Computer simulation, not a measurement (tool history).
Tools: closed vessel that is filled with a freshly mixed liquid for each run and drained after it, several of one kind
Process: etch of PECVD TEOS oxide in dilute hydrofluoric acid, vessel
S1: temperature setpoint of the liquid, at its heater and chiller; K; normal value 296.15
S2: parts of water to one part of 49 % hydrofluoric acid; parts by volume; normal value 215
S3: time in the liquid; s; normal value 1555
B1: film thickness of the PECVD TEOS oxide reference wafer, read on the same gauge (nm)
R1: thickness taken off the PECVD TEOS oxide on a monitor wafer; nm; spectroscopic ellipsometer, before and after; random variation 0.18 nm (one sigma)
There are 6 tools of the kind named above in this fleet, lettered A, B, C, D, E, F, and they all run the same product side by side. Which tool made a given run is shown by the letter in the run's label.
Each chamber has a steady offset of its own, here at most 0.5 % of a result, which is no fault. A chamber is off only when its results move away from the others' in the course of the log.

| run | day | S1 | S2 | S3 | B1 | R1 |
|---|---|---|---|---|---|---|
|  | 0.3 | chamber B: thermometer replaced |
| 1B | 0.554 | 296.15 | 215 | 1555 | 80.007 | 53.893 |
| 2E | 1.033 | 296.15 | 215 | 1555 | 80.026 | 54.096 |
| 3C | 1.492 | 296.15 | 215 | 1555 | 80.003 | 53.746 |
| 4D | 2.054 | 296.15 | 215 | 1555 | 80.003 | 53.72 |
| 5A | 2.558 | 296.15 | 215 | 1555 | 79.963 | 53.555 |
| 6F | 3.15 | 296.15 | 215 | 1555 | 79.992 | 53.944 |
| 7B | 3.538 | 296.15 | 215 | 1555 | 79.957 | 53.867 |
| 8E | 4.1 | 296.15 | 215 | 1555 | 80.018 | 54.101 |
| 9C | 4.662 | 296.15 | 215 | 1555 | 79.984 | 53.733 |
| 10F | 4.983 | 296.15 | 215 | 1555 | 80.005 | 53.992 |
| 11D | 5.325 | 296.15 | 215 | 1555 | 80.004 | 53.704 |
| 12A | 5.733 | 296.15 | 215 | 1555 | 80.011 | 53.859 |
| 13A | 6.262 | 296.15 | 215 | 1555 | 79.973 | 54.185 |
| 14E | 6.733 | 296.15 | 215 | 1555 | 79.971 | 53.953 |
| 15F | 7.162 | 296.15 | 215 | 1555 | 80.021 | 54.03 |
| 16D | 7.638 | 296.15 | 215 | 1555 | 80.021 | 53.5 |
|  | 8.054 | chamber C: hydrofluoric acid flow meter replaced |
| 17B | 8.054 | 296.15 | 215 | 1555 | 79.952 | 54.186 |
| 18C | 8.383 | 296.15 | 215 | 1555 | 80.014 | 53.57 |
| 19D | 8.7 | 296.15 | 215 | 1555 | 80.01 | 53.551 |
| 20A | 8.983 | 296.15 | 215 | 1555 | 79.976 | 53.779 |
| 21F | 9.25 | 296.15 | 215 | 1555 | 79.998 | 54.037 |
| 22B | 9.779 | 296.15 | 215 | 1555 | 79.949 | 54.1 |
| 23C | 10.083 | 296.15 | 215 | 1555 | 80.013 | 53.612 |
| 24E | 10.629 | 296.15 | 215 | 1555 | 79.996 | 54.334 |
| 25B | 10.983 | 296.15 | 215 | 1555 | 79.994 | 54.148 |
| 26C | 11.567 | 296.15 | 215 | 1555 | 80.002 | 53.532 |
| 27A | 11.888 | 296.15 | 215 | 1555 | 80.009 | 53.579 |
| 28F | 12.408 | 294.65 | 215 | 1555 | 79.974 | 51.33 |
| 29E | 12.696 | 294.65 | 215 | 1555 | 80.023 | 51.222 |
| 30D | 13.208 | 294.65 | 215 | 1555 | 79.999 | 50.971 |
| 31E | 13.746 | 294.65 | 215 | 1555 | 80.033 | 51.053 |
| 32F | 14.133 | 294.65 | 215 | 1555 | 79.947 | 51.273 |
| 33C | 14.738 | 294.65 | 215 | 1555 | 79.985 | 50.422 |
| 34B | 15.167 | 296.15 | 150 | 2170 | 80.017 | 114.52 |
| 35D | 15.575 | 296.15 | 150 | 2170 | 80.012 | 115.37 |
| 36A | 15.896 | 296.15 | 150 | 2170 | 80.022 | 116.35 |
| 37B | 16.196 | 296.15 | 150 | 2170 | 80.017 | 115.64 |

Each of the 6 chambers runs these same settings next. Fill in every chamber's results:
| 38A | 16.629 | 296.15 | 215 | 2295 |  | ? |
| 38B | 16.629 | 296.15 | 215 | 2295 |  | ? |
| 38C | 16.629 | 296.15 | 215 | 2295 |  | ? |
| 38D | 16.629 | 296.15 | 215 | 2295 |  | ? |
| 38E | 16.629 | 296.15 | 215 | 2295 |  | ? |
| 38F | 16.629 | 296.15 | 215 | 2295 |  | ? |

| run | R1 |
|---|---|
| 38A | 79.306 |
| 38B | 79.875 |
| 38C | 79.232 |
| 38D | 79.429 |
| 38E | 79.864 |
| 38F | 79.819 |
